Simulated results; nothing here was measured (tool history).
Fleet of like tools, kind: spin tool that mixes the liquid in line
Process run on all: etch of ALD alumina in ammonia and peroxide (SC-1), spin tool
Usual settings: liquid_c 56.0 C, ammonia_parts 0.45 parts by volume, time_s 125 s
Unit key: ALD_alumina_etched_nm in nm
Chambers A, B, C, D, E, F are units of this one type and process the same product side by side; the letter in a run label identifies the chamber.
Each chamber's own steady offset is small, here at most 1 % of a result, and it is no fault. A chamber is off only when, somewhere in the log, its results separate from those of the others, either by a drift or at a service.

| run | hour | liquid_c | ammonia_parts | time_s | hours since the thermometer was replaced | hours since the ammonia flow meter was replaced | hours since the heated supply line was repaired | hours since the drum of ammonia solution was connected | read-back film thickness of the ALD alumina reference wafer, read on the same gauge (nm) | ALD_alumina_etched_nm |
|---|---|---|---|---|---|---|---|---|---|---|
| 1C | 5.0 | 56.0 | 0.45 | 125 | 1947.6 | 828.3 | 217.1 | 422.3 | 150.02 | 10.0050 |
| 2D | 11.1 | 56.0 | 0.45 | 125 | 963.9 | 433.8 | 450.4 | 232.2 | 150.01 | 9.9973 |
| 3E | 16.9 | 56.0 | 0.45 | 125 | 1555.9 | 125.8 | 2888.6 | 195.9 | 150.01 | 10.0690 |
| 4A | 21.3 | 56.0 | 0.45 | 125 | 2473.0 | 1928.6 | 25.3 | 313.7 | 149.96 | 9.9040 |
| 5B | 27.8 | 56.0 | 0.45 | 125 | 363.6 | 342.9 | 229.3 | 200.0 | 150.00 | 10.1050 |
| 6F | 33.0 | 56.0 | 0.45 | 125 | 2078.8 | 1315.5 | 2125.4 | 220.7 | 150.02 | 10.0820 |
| 7C | 38.4 | 56.0 | 0.45 | 125 | 1981.0 | 861.7 | 250.5 | 455.7 | 150.05 | 9.8835 |
| 8D | 42.4 | 56.0 | 0.45 | 125 | 995.2 | 465.1 | 481.7 | 263.5 | 150.00 | 10.0170 |
| 9F | 50.7 | 56.0 | 0.45 | 125 | 2096.5 | 1333.2 | 2143.1 | 238.4 | 150.01 | 10.1550 |
| 10A | 55.4 | 56.0 | 0.45 | 125 | 2507.1 | 1962.7 | 59.4 | 347.8 | 150.02 | 9.8524 |
| 11B | 60.2 | 56.0 | 0.45 | 125 | 396.0 | 375.3 | 261.7 | 232.4 | 150.00 | 10.1620 |
| 12E | 67.6 | 56.0 | 0.45 | 125 | 1606.6 | 176.5 | 2939.3 | 246.6 | 149.99 | 10.1130 |
| 13E | 71.6 | 56.0 | 0.45 | 125 | 1610.6 | 180.5 | 2943.3 | 250.6 | 149.98 | 10.0030 |
| 14C | 75.5 | 56.0 | 0.45 | 125 | 2018.1 | 898.8 | 287.6 | 492.8 | 150.00 | 9.9826 |
| 15A | 80.0 | 56.0 | 0.30 | 185 | 2531.7 | 1987.3 | 84.0 | 372.4 | 149.96 | 14.1300 |
| 16F | 86.0 | 56.0 | 0.30 | 185 | 2131.8 | 1368.5 | 2178.4 | 273.7 | 150.03 | 14.3180 |
|  | 89.3 | chamber F: new drum of ammonia solution connected |
| 17B | 89.9 | 56.0 | 0.30 | 185 | 425.7 | 405.0 | 291.4 | 262.1 | 150.03 | 14.2060 |
| 18D | 94.4 | 56.0 | 0.30 | 185 | 1047.2 | 517.1 | 533.7 | 315.5 | 149.98 | 14.2340 |
| 19F | 99.1 | 56.0 | 0.30 | 185 | 2144.9 | 1381.6 | 2191.5 | 9.9 | 149.97 | 14.5240 |
| 20D | 105.6 | 56.0 | 0.30 | 185 | 1058.4 | 528.3 | 544.9 | 326.7 | 149.99 | 14.1800 |
| 21C | 112.3 | 56.0 | 0.45 | 125 | 2054.9 | 935.6 | 324.4 | 529.6 | 149.98 | 10.0070 |
| 22B | 120.5 | 56.0 | 0.45 | 125 | 456.3 | 435.6 | 322.0 | 292.7 | 150.01 | 10.1410 |
| 23A | 125.0 | 51.0 | 0.35 | 125 | 2576.7 | 2032.3 | 129.0 | 417.4 | 150.04 | 7.4570 |
|  | 125.3 | chamber A: thermometer replaced |
| 24E | 133.5 | 51.0 | 0.35 | 125 | 1672.5 | 242.4 | 3005.2 | 312.5 | 150.02 | 7.5552 |
| 25B | 138.8 | 51.0 | 0.35 | 125 | 474.6 | 453.9 | 340.3 | 311.0 | 150.03 | 7.4309 |
|  | 143.3 | chamber E: new drum of ammonia solution connected |
| 26A | 146.9 | 51.0 | 0.35 | 125 | 21.6 | 2054.2 | 150.9 | 439.3 | 150.02 | 7.4049 |
| 27D | 152.4 | 51.0 | 0.35 | 125 | 1105.2 | 575.1 | 591.7 | 373.5 | 150.02 | 7.5264 |
| 28E | 159.6 | 51.0 | 0.35 | 125 | 1698.6 | 268.5 | 3031.3 | 16.3 | 150.01 | 7.5158 |
| 29F | 166.9 | 56.0 | 0.45 | 125 | 2212.7 | 1449.4 | 2259.3 | 77.7 | 149.98 | 10.0740 |
| 30C | 174.8 | 56.0 | 0.45 | 125 | 2117.4 | 998.1 | 386.9 | 592.1 | 150.01 | 9.9645 |
| 31F | 181.0 | 56.0 | 0.45 | 125 | 2226.8 | 1463.5 | 2273.4 | 91.8 | 149.98 | 10.0290 |
| 32D | 189.0 | 56.0 | 0.45 | 125 | 1141.8 | 611.7 | 628.3 | 410.1 | 149.98 | 10.0270 |
| 33A | 194.5 | 65.5 | 0.55 | 125 | 69.2 | 2101.8 | 198.5 | 486.9 | 150.01 | 16.5970 |
| 34B | 199.0 | 65.5 | 0.55 | 125 | 534.8 | 514.1 | 400.5 | 371.2 | 149.98 | 16.6740 |
| 35E | 203.7 | 65.5 | 0.55 | 125 | 1742.7 | 312.6 | 3075.4 | 60.4 | 149.94 | 16.6700 |
| 36C | 212.0 | 65.5 | 0.55 | 125 | 2154.6 | 1035.3 | 424.1 | 629.3 | 150.00 | 16.4660 |
| 37D | 215.9 | 65.5 | 0.55 | 125 | 1168.7 | 638.6 | 655.2 | 437.0 | 150.02 | 16.6150 |
| 38E | 221.7 | 65.5 | 0.55 | 125 | 1760.7 | 330.6 | 3093.4 | 78.4 | 150.02 | 16.5090 |
| 39F | 226.9 | 56.0 | 0.45 | 125 | 2272.7 | 1509.4 | 2319.3 | 137.7 | 150.00 | 10.0650 |
| 40C | 234.2 | 61.5 | 0.45 | 125 | 2176.8 | 1057.5 | 446.3 | 651.5 | 150.00 | 13.2580 |
| 41B | 241.0 | 61.5 | 0.45 | 125 | 576.8 | 556.1 | 442.5 | 413.2 | 150.01 | 13.3570 |

Which is it: a chamber that has drifted or been left off by a service, a gauge drift common to all chambers, or only each chamber's usual small offset? If a chamber is off, name it and its likeliest cause.

Nothing is wrong: each chamber keeps only its own small, steady offset and the gauge holds still.

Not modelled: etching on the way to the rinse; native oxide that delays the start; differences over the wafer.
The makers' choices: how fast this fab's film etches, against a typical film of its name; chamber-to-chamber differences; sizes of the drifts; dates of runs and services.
